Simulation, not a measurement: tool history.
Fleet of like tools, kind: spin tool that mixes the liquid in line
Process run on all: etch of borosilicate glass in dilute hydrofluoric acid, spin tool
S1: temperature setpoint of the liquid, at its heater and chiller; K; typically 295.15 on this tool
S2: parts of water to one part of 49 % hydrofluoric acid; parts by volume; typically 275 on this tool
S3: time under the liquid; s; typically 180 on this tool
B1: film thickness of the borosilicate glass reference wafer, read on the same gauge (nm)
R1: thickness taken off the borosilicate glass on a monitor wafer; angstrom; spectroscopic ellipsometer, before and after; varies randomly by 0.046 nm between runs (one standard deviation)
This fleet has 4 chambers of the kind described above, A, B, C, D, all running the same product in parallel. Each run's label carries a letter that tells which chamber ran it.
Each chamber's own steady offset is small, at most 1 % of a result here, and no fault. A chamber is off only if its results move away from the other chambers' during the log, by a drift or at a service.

run,hour,S1,S2,S3,B1,R1
1C,5.3,295.15,275,180,139.98,115.54
# hour 6.1: chamber C: hydrofluoric acid flow meter replaced
2D,9.5,295.15,275,180,139.99,112.68
3B,14.6,295.15,275,180,140.01,114.27
4A,17.7,295.15,275,180,139.96,114.46
5C,21.7,295.15,275,180,139.96,115.22
6B,26.2,295.15,275,180,140.02,113.98
7D,29.6,295.15,275,180,140.01,113.86
8A,32.3,295.15,275,180,139.98,114.06
9D,37.1,295.15,275,180,140,113.36
10C,40.5,295.15,275,180,139.94,114.69
11A,45.9,295.15,275,180,140,113.9
12B,49.6,295.15,275,180,140,114.1
13B,54.4,295.15,275,180,139.97,114.97
# hour 54.7: chamber A: thermometer replaced
14D,58,295.15,275,180,139.98,113.73
# hour 60.7: chamber C: thermometer replaced
15C,60.9,295.15,275,180,140,114.12
16A,65,295.15,275,180,139.98,113.24
17A,68.3,295.15,275,180,140.01,113.81
18C,73.7,295.15,275,180,140.05,114.9
19B,76.6,295.15,275,180,139.99,114.22
20D,80.1,295.15,275,180,140,113.85
21A,85.6,290.15,275,135,139.99,70.073
22D,89.9,290.15,275,135,140.01,71.08
23C,94.2,290.15,275,135,140.02,71.289
24B,98.7,290.15,275,135,139.99,71.417
25B,101.8,295.15,275,180,139.98,114.9
26C,105.1,295.15,275,180,139.99,115.54
27A,108.5,295.15,275,180,140.05,112.28
28D,112.6,292.65,275,130,140.01,75.675
29B,116.5,292.65,275,130,139.98,75.253
30D,119.9,292.65,275,130,140.02,75.115
31A,122.9,292.65,275,130,139.97,73.531
32C,127.3,295.15,340,250,140.01,122.52
# hour 131.1: chamber B: hydrofluoric acid flow meter replaced
33D,132.3,295.15,340,250,139.95,120.02
34C,137.8,295.15,340,250,140.04,123.17
35A,142.5,295.15,340,250,140,117.62
36B,146.3,295.15,275,180,139.97,114.33
37D,148.7,295.15,275,180,140.01,114.37
38B,152,295.15,275,180,139.96,114.42
39C,156.6,295.15,275,180,139.96,115.18
40A,160.1,295.15,275,180,140.01,109.7
41C,163.3,295.15,275,180,140.01,115.6
42A,165.8,295.15,275,180,140,109.75

Next, all 4 chambers run the settings below, one line each with question marks for the results. What does each chamber give?
43A,169.8,295.15,220,180,,?
43B,169.8,295.15,220,180,,?
43C,169.8,295.15,220,180,,?
43D,169.8,295.15,220,180,,?

run,R1
43A,145.52
43B,151.23
43C,151.28
43D,149.04
